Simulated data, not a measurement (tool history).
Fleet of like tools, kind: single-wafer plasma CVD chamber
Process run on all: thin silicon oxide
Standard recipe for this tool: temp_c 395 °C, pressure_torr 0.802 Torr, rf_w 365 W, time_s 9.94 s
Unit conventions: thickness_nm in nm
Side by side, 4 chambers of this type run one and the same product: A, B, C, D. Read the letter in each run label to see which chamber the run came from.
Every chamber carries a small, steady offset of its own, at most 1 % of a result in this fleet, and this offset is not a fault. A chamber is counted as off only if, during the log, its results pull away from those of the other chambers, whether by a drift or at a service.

| run | hour | temp_c | pressure_torr | rf_w | time_s | read-back reference wafer on the same gauge, thickness_nm | thickness_nm |
|---|---|---|---|---|---|---|---|
| 1C | 4.1 | 395 | 0.802 | 365 | 9.94 | 18.093 | 19.844 |
| 2A | 10.2 | 395 | 0.802 | 365 | 9.94 | 18.094 | 19.998 |
| 3B | 14.1 | 395 | 0.802 | 365 | 9.94 | 18.092 | 19.864 |
| 4D | 20.1 | 395 | 0.802 | 365 | 9.94 | 18.100 | 19.808 |
| 5C | 25.7 | 395 | 0.802 | 365 | 9.94 | 18.120 | 19.803 |
| 6D | 32.2 | 395 | 0.802 | 365 | 10.75 | 18.102 | 21.498 |
| 7B | 37.5 | 395 | 0.802 | 365 | 10.75 | 18.107 | 21.420 |
| 8A | 45.0 | 395 | 0.802 | 365 | 10.75 | 18.093 | 21.779 |
| 9B | 49.5 | 395 | 0.802 | 365 | 10.75 | 18.093 | 21.398 |
| 10C | 54.7 | 395 | 0.741 | 365 | 10.73 | 18.095 | 19.913 |
| 11A | 62.4 | 395 | 0.741 | 365 | 10.73 | 18.081 | 20.099 |
| 12D | 66.7 | 395 | 0.741 | 365 | 10.73 | 18.093 | 19.928 |
| 13C | 72.3 | 395 | 0.741 | 365 | 10.73 | 18.115 | 19.887 |
| 14B | 76.6 | 395 | 0.802 | 365 | 9.94 | 18.102 | 19.853 |
| 15D | 83.2 | 395 | 0.802 | 365 | 9.94 | 18.112 | 20.027 |
| 16A | 87.1 | 395 | 0.802 | 295 | 11.46 | 18.110 | 21.210 |
| 17D | 93.6 | 395 | 0.802 | 295 | 11.46 | 18.112 | 21.136 |
| 18A | 99.4 | 395 | 0.802 | 295 | 11.46 | 18.090 | 21.174 |
| 19C | 104.3 | 395 | 0.802 | 295 | 11.46 | 18.096 | 21.068 |
| 20B | 111.0 | 395 | 0.802 | 365 | 9.94 | 18.082 | 19.848 |
| 21C | 117.8 | 395 | 0.802 | 365 | 9.94 | 18.117 | 19.809 |
| 22B | 122.1 | 395 | 0.802 | 365 | 9.94 | 18.112 | 19.870 |
| 23A | 126.7 | 395 | 0.802 | 365 | 9.94 | 18.093 | 20.058 |
| 24D | 134.3 | 395 | 0.802 | 365 | 9.94 | 18.117 | 20.218 |
| 25B | 139.9 | 382 | 0.802 | 325 | 9.94 | 18.097 | 19.179 |
| 26A | 146.4 | 382 | 0.802 | 325 | 9.94 | 18.090 | 19.314 |
| 27C | 152.2 | 382 | 0.802 | 325 | 9.94 | 18.101 | 18.976 |
| 28D | 158.0 | 382 | 0.802 | 325 | 9.94 | 18.102 | 19.404 |
| 29A | 161.8 | 395 | 0.802 | 365 | 9.94 | 18.101 | 19.938 |
| 30D | 165.8 | 395 | 0.802 | 365 | 9.94 | 18.099 | 20.088 |
| 31B | 169.2 | 395 | 0.802 | 365 | 9.94 | 18.120 | 19.737 |
| 32C | 177.0 | 395 | 0.802 | 365 | 9.94 | 18.102 | 19.823 |
| 33A | 183.0 | 395 | 0.802 | 365 | 9.94 | 18.097 | 20.069 |
| 34D | 190.2 | 395 | 0.802 | 365 | 9.94 | 18.110 | 20.388 |

Next, every chamber runs the same settings. What will each give?
| 35A | 195.8 | 395 | 0.802 | 425 | 9.94 |  | ? |
| 35B | 195.8 | 395 | 0.802 | 425 | 9.94 |  | ? |
| 35C | 195.8 | 395 | 0.802 | 425 | 9.94 |  | ? |
| 35D | 195.8 | 395 | 0.802 | 425 | 9.94 |  | ? |

| run | thickness_nm |
|---|---|
| 35A | 21.085 |
| 35B | 20.914 |
| 35C | 21.041 |
| 35D | 21.325 |

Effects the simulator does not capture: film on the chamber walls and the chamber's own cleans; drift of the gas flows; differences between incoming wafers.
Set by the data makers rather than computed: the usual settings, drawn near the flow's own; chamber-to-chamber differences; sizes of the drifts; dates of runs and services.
